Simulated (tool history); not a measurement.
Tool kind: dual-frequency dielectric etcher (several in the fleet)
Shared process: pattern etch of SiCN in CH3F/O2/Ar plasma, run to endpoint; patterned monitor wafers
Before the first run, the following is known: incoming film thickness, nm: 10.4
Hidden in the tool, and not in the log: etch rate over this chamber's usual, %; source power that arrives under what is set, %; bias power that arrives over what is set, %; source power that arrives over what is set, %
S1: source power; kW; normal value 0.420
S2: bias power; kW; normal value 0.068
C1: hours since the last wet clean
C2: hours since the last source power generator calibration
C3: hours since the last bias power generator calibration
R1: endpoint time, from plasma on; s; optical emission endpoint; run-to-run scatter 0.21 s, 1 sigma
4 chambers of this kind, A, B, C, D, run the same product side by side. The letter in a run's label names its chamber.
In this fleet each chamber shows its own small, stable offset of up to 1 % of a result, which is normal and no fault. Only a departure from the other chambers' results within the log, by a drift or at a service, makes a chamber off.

run 1D hour=5.3 | S1=0.420 S2=0.068 | C1=176.6 C2=2252.1 C3=3599.7 | R1=27.722
-- hour=11.4 chamber C: wet clean of the chamber
run 2B hour=12.9 | S1=0.420 S2=0.068 | C1=411.8 C2=83.2 C3=156.7 | R1=27.787
run 3A hour=22.8 | S1=0.420 S2=0.068 | C1=331.7 C2=981.9 C3=122.1 | R1=27.623
run 4C hour=29.8 | S1=0.420 S2=0.068 | C1=18.4 C2=2648.1 C3=972.7 | R1=27.515
run 5D hour=35.6 | S1=0.420 S2=0.055 | C1=206.9 C2=2282.4 C3=3630.0 | R1=29.688
run 6A hour=43.3 | S1=0.420 S2=0.055 | C1=352.2 C2=1002.4 C3=142.6 | R1=30.172
run 7B hour=52.5 | S1=0.420 S2=0.055 | C1=451.4 C2=122.8 C3=196.3 | R1=29.795
run 8C hour=58.3 | S1=0.420 S2=0.055 | C1=46.9 C2=2676.6 C3=1001.2 | R1=29.474
run 9B hour=68.6 | S1=0.420 S2=0.068 | C1=467.5 C2=138.9 C3=212.4 | R1=27.488
run 10A hour=76.7 | S1=0.420 S2=0.068 | C1=385.6 C2=1035.8 C3=176.0 | R1=27.519
run 11C hour=82.7 | S1=0.420 S2=0.068 | C1=71.3 C2=2701.0 C3=1025.6 | R1=27.305
run 12D hour=89.8 | S1=0.420 S2=0.068 | C1=261.1 C2=2336.6 C3=3684.2 | R1=27.823
run 13C hour=96.0 | S1=0.390 S2=0.068 | C1=84.6 C2=2714.3 C3=1038.9 | R1=27.930
run 14D hour=102.2 | S1=0.390 S2=0.068 | C1=273.5 C2=2349.0 C3=3696.6 | R1=28.531
run 15A hour=111.7 | S1=0.390 S2=0.068 | C1=420.6 C2=1070.8 C3=211.0 | R1=28.348
run 16B hour=118.1 | S1=0.390 S2=0.068 | C1=517.0 C2=188.4 C3=261.9 | R1=28.388
run 17D hour=126.3 | S1=0.420 S2=0.068 | C1=297.6 C2=2373.1 C3=3720.7 | R1=27.767
run 18B hour=136.6 | S1=0.420 S2=0.062 | C1=535.5 C2=206.9 C3=280.4 | R1=28.666
-- hour=136.7 chamber B: wet clean of the chamber
run 19A hour=141.4 | S1=0.420 S2=0.062 | C1=450.3 C2=1100.5 C3=240.7 | R1=28.758
run 20C hour=148.9 | S1=0.420 S2=0.062 | C1=137.5 C2=2767.2 C3=1091.8 | R1=28.217
run 21A hour=154.6 | S1=0.420 S2=0.062 | C1=463.5 C2=1113.7 C3=253.9 | R1=28.574
run 22D hour=162.8 | S1=0.420 S2=0.068 | C1=334.1 C2=2409.6 C3=3757.2 | R1=27.722
run 23C hour=169.3 | S1=0.420 S2=0.068 | C1=157.9 C2=2787.6 C3=1112.2 | R1=27.136
run 24B hour=176.8 | S1=0.420 S2=0.068 | C1=40.1 C2=247.1 C3=320.6 | R1=27.942
run 25A hour=182.9 | S1=0.420 S2=0.079 | C1=491.8 C2=1142.0 C3=282.2 | R1=26.558
run 26D hour=187.7 | S1=0.420 S2=0.079 | C1=359.0 C2=2434.5 C3=3782.1 | R1=26.190
run 27B hour=192.8 | S1=0.420 S2=0.079 | C1=56.1 C2=263.1 C3=336.6 | R1=26.413
-- hour=196.4 chamber A: wet clean of the chamber
run 28C hour=198.3 | S1=0.420 S2=0.079 | C1=186.9 C2=2816.6 C3=1141.2 | R1=25.887
run 29B hour=205.9 | S1=0.420 S2=0.068 | C1=69.2 C2=276.2 C3=349.7 | R1=27.852
run 30A hour=212.5 | S1=0.420 S2=0.068 | C1=16.1 C2=1171.6 C3=311.8 | R1=27.441
run 31C hour=217.7 | S1=0.420 S2=0.068 | C1=206.3 C2=2836.0 C3=1160.6 | R1=27.362
run 32D hour=224.4 | S1=0.420 S2=0.068 | C1=395.7 C2=2471.2 C3=3818.8 | R1=27.854
run 33A hour=230.8 | S1=0.420 S2=0.068 | C1=34.4 C2=1189.9 C3=330.1 | R1=27.566
run 34B hour=240.3 | S1=0.420 S2=0.068 | C1=103.6 C2=310.6 C3=384.1 | R1=27.822
run 35C hour=248.9 | S1=0.420 S2=0.068 | C1=237.5 C2=2867.2 C3=1191.8 | R1=27.592
run 36D hour=254.3 | S1=0.420 S2=0.068 | C1=425.6 C2=2501.1 C3=3848.7 | R1=27.861
run 37A hour=262.6 | S1=0.420 S2=0.068 | C1=66.2 C2=1221.7 C3=361.9 | R1=27.831

Is one chamber off against the others, does the gauge drift, or is nothing wrong? If a chamber is off, say which, and what the likeliest cause is.

Neither any chamber nor the gauge drifts; the chambers differ only by their own small, steady offsets.

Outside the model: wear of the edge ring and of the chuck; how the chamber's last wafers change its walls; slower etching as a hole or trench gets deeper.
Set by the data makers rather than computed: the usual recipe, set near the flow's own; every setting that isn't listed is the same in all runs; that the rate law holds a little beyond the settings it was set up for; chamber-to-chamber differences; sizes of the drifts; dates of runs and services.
